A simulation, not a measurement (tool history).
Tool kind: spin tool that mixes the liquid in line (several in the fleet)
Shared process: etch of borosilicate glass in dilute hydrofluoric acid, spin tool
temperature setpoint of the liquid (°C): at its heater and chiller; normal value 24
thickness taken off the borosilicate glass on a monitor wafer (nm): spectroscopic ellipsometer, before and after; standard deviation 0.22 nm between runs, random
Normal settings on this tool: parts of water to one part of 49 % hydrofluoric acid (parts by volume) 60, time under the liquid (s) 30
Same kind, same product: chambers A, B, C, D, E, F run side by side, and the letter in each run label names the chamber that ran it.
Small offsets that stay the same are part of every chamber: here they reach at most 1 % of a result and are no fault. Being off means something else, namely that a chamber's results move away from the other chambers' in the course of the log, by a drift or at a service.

run	hour	temperature setpoint of the liquid (°C)	parts of water to one part of 49 % hydrofluoric acid (parts by volume)	time under the liquid (s)	hours since the thermometer was replaced	hours since the hydrofluoric acid flow meter was replaced	read-back film thickness of the borosilicate glass reference wafer, read on the same gauge (nm)	thickness taken off the borosilicate glass on a monitor wafer (nm)
1A	4.6	24	60	30	3079.7	1008.6	59.983	22.159
2E	8.4	24	60	30	150.1	960.3	60.009	22.416
3D	13.5	24	60	30	284.8	152.0	59.993	22.609
4F	18.7	24	60	30	94.4	70.1	60.000	22.136
5B	25.1	24	60	30	28.2	425.2	59.984	22.345
6C	29.1	24	60	30	120.7	57.5	60.052	22.382
7B	34.3	26	80	30	37.4	434.4	59.991	17.688
8A	38.2	26	80	30	3113.3	1042.2	60.007	17.849
9E	42.4	26	80	30	184.1	994.3	60.034	17.923
10F	49.8	26	80	30	125.5	101.2	59.984	17.533
11D	55.6	26	80	30	326.9	194.1	60.011	17.786
12C	63.2	26	80	30	154.8	91.6	59.985	18.096
13E	70.6	24	60	30	212.3	1022.5	59.984	22.249
14F	75.4	24	60	30	151.1	126.8	59.995	22.519
15B	82.3	24	60	30	85.4	482.4	60.040	21.623
16C	87.2	24	60	30	178.8	115.6	59.993	22.624
17A	91.0	24	60	30	3166.1	1095.0	59.999	22.434
18D	97.1	24	60	30	368.4	235.6	59.993	22.041
19F	102.5	24	60	30	178.2	153.9	59.984	22.391
20C	109.1	24	60	30	200.7	137.5	59.975	22.861
21D	115.1	24	85	30	386.4	253.6	59.992	15.186
22A	120.6	24	85	30	3195.7	1124.6	60.052	15.636
23E	124.1	24	85	30	265.8	1076.0	60.004	15.577
24B	127.5	24	85	30	130.6	527.6	60.023	14.688
25C	135.3	24	85	30	226.9	163.7	60.019	15.497
26D	142.0	24	85	30	413.3	280.5	60.006	15.210
27A	149.3	24	60	30	3224.4	1153.3	59.980	22.656
28B	153.1	24	60	30	156.2	553.2	60.025	21.091
29F	158.8	24	60	30	234.5	210.2	60.005	22.631
30E	162.2	24	60	30	303.9	1114.1	59.971	22.359
31F	166.1	29	75	30	241.8	217.5	59.973	21.398
32C	172.0	29	75	30	263.6	200.4	60.009	21.478
33E	178.9	29	75	30	320.6	1130.8	60.006	21.344
34A	182.2	29	75	30	3257.3	1186.2	60.035	21.754
35D	187.4	29	75	30	458.7	325.9	59.975	21.294
36B	193.4	29	75	30	196.5	593.5	59.989	19.810
37E	197.0	24	60	30	338.7	1148.9	60.014	22.281
38A	204.3	24	60	30	3279.4	1208.3	60.035	22.121
39F	207.7	24	60	30	283.4	259.1	59.980	22.080

Has any chamber moved away from the others, gradually or after a service, or does the common gauge drift, or do the chambers differ only by their own small steady offsets? State the chamber and the most likely cause if one applies.

One chamber, B, drifts off from the rest bit by bit.
Most likely cause: hydrofluoric acid flow below the setpoint (%) = 8.72.
Not necessarily distinguishable in this log from: liquid colder than its thermometer reads (K).

Chamber B could run next with any of the 4 candidate recipes listed below; each alters the usual settings, and their results appear as question marks. Which one brings its results back in line with what the other chambers deliver on the usual settings?
In-line tolerance around the mean of the other chambers on the usual settings: thickness taken off the borosilicate glass on a monitor wafer (nm) 0.760
40B-1	213.3	24.0	65	30				?
40B-2	213.3	24.0	50	30				?
40B-3	213.3	24.0	55	30				?
40B-4	213.3	23.5	60	25				?

The mean the other chambers reach with the usual settings: thickness taken off the borosilicate glass on a monitor wafer (nm) 22.380
run	thickness taken off the borosilicate glass on a monitor wafer (nm)
40B-1	18.740
40B-2	24.933
40B-3	22.489
40B-4	16.710
40B-3 brings the chamber back in line.
